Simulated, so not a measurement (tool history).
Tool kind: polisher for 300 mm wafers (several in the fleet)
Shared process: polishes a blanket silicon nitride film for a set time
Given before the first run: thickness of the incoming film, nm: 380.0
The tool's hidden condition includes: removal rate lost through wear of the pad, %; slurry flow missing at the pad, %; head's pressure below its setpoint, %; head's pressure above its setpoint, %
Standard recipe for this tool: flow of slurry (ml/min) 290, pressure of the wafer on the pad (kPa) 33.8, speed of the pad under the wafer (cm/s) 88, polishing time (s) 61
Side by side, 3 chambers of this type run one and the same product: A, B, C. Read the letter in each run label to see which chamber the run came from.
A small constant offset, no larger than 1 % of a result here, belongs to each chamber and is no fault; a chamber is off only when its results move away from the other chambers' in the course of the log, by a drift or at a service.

run	hour	flow of slurry (ml/min)	pressure of the wafer on the pad (kPa)	speed of the pad under the wafer (cm/s)	polishing time (s)	wafers polished on this pad	hours since the slurry nozzle was cleaned	hours since the head pressure was calibrated	film removed (angstrom)
1A	5.7	290	33.8	88	61	318	164.9	327.9	1124.00
2C	14.0	290	33.8	88	61	636	286.1	106.9	1113.60
3B	18.2	290	33.8	88	61	590	258.9	160.8	1122.90
4C	26.7	290	33.8	88	61	750	298.8	119.6	1146.80
# hour 27.0: chamber B: worn pad replaced by a new one
5B	32.3	290	33.8	88	61	47	273.0	174.9	1096.40
6A	38.0	290	33.8	88	61	609	197.2	360.2	1115.80
7A	44.4	290	27.6	88	45	667	203.6	366.6	663.55
8B	51.9	290	27.6	88	45	224	292.6	194.5	688.33
# hour 52.8: chamber C: worn pad replaced by a new one
9C	58.6	290	27.6	88	45	53	330.7	151.5	683.13
10A	63.9	290	33.8	88	61	842	223.1	386.1	1092.70
11C	72.4	290	33.8	88	61	177	344.5	165.3	1145.40
12B	78.6	290	33.8	88	61	464	319.3	221.2	1100.40
13B	84.7	290	33.8	88	61	519	325.4	227.3	1105.70
# hour 90.5: chamber B: worn pad replaced by a new one
14A	92.1	290	33.8	88	61	1096	251.3	414.3	1122.50
15C	97.2	290	33.8	88	61	400	369.3	190.1	1127.90
16B	104.9	290	33.8	88	61	130	345.6	247.5	1107.70
17C	113.5	290	33.8	88	61	547	385.6	206.4	1132.20
18A	118.0	290	33.8	88	61	1329	277.2	440.2	1145.30
19B	125.9	290	33.8	88	61	319	366.6	268.5	1128.20
20C	131.8	290	40.0	88	61	711	403.9	224.7	1356.00
# hour 134.9: chamber A: worn pad replaced by a new one
21A	139.5	290	40.0	88	61	41	298.7	461.7	1346.90
22B	144.7	290	40.0	88	61	488	385.4	287.3	1329.70
23A	150.2	290	33.8	88	61	138	309.4	472.4	1139.40
24C	154.9	350	33.8	104	61	919	427.0	247.8	1345.70
25C	163.6	350	33.8	104	61	997	435.7	256.5	1306.80
# hour 166.3: chamber B: worn pad replaced by a new one
26B	172.1	350	33.8	104	61	52	412.8	314.7	1346.20
27A	180.7	290	37.2	88	61	412	339.9	502.9	1276.80
28A	188.4	290	37.2	88	61	482	347.6	510.6	1256.00
29B	197.6	290	37.2	88	61	282	438.3	340.2	1222.30

Has any chamber moved away from the others, gradually or after a service, or does the common gauge drift, or do the chambers differ only by their own small steady offsets? State the chamber and the most likely cause if one applies.

Nothing is wrong: each chamber keeps only its own small, steady offset and the gauge holds still.
